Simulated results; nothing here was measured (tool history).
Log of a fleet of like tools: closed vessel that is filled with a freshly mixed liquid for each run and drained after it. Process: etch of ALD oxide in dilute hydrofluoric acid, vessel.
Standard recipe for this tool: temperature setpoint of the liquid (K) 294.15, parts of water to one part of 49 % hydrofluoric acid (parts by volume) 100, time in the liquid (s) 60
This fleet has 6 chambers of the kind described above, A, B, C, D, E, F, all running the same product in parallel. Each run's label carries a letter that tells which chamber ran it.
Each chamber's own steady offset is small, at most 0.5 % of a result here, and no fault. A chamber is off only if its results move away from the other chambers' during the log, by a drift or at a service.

run	hour	temperature setpoint of the liquid (K)	parts of water to one part of 49 % hydrofluoric acid (parts by volume)	time in the liquid (s)	read-back film thickness of the ALD oxide reference wafer, read on the same gauge (nm)	thickness taken off the ALD oxide on a monitor wafer (Å)
1A	10.9	294.15	100	60	120.03	92.145
# hour 14.5: chamber C: thermometer replaced
2F	17.4	294.15	100	60	120	91.216
3D	27.9	294.15	100	60	119.99	90.428
# hour 36.1: chamber F: thermometer replaced
4E	39.3	294.15	100	60	120.02	92.708
5C	50.3	294.15	100	60	119.98	91.174
6B	56.3	294.15	100	60	120.03	92.645
7C	61.9	294.15	100	60	120	90.604
8B	67.4	294.15	100	60	119.99	89.605
9F	73.8	294.15	100	60	120.01	92.865
10A	82.5	296.15	125	60	120	77.448
11E	90.2	296.15	125	60	120	77.234
12D	98.7	296.15	125	60	120.02	77.721
13F	110.2	296.15	125	60	120	77.17
14A	116.7	296.15	125	60	120	76.999
# hour 120: chamber A: hydrofluoric acid flow meter replaced
15C	124	296.15	125	60	120	77.163
# hour 126: chamber F: hydrofluoric acid flow meter replaced
16E	133.2	294.15	100	60	120.01	89.893
17D	139.5	294.15	100	60	120.01	90.854
18B	148.7	294.15	100	60	120.01	90.223
19D	153.8	294.15	100	60	120.01	91.648
20C	162.5	294.15	100	60	120.02	90.418
21B	167.7	294.15	75	50	120	104.76
22E	173.5	294.15	75	50	120.01	101.82
23F	180.8	294.15	75	50	119.97	106.18
24A	190.8	294.15	75	50	119.99	103.89
25A	196.7	294.15	75	50	119.99	104.38
26D	204	294.15	75	50	120.03	105.67
27E	209.3	294.15	100	60	120.02	88.2
28B	217.3	294.15	100	60	119.99	91.369
29C	224.3	294.15	100	60	120.01	92.236
30F	234.6	294.15	100	60	120.02	91.541
31F	242.9	294.15	100	60	120.01	90.748
32A	250.1	294.15	100	60	119.97	92.603
33D	257.5	294.15	100	60	120	90.858
34C	262.9	294.15	100	60	120.01	91.806
35E	271.8	294.15	100	95	120.02	134.9
36B	281.2	294.15	100	95	120.03	144.53
# hour 287: chamber D: hydrofluoric acid flow meter replaced
# hour 288.8: chamber A: thermometer replaced
37D	292	294.15	100	95	119.97	147.21
38B	302.4	294.15	100	95	120.01	143.23
39C	310.1	294.15	100	95	119.98	145.73
40E	317.4	294.15	100	95	119.99	131.48
41F	327.6	294.15	100	60	119.99	91.484
42A	336.5	294.15	100	60	119.99	92.518

Next, every chamber runs the same settings. What will each give?
43A	344.9	294.15	100	30		?
43B	344.9	294.15	100	30		?
43C	344.9	294.15	100	30		?
43D	344.9	294.15	100	30		?
43E	344.9	294.15	100	30		?
43F	344.9	294.15	100	30		?

run	thickness taken off the ALD oxide on a monitor wafer (Å)
43A	45.985
43B	45.752
43C	45.527
43D	45.886
43E	40.815
43F	46.406

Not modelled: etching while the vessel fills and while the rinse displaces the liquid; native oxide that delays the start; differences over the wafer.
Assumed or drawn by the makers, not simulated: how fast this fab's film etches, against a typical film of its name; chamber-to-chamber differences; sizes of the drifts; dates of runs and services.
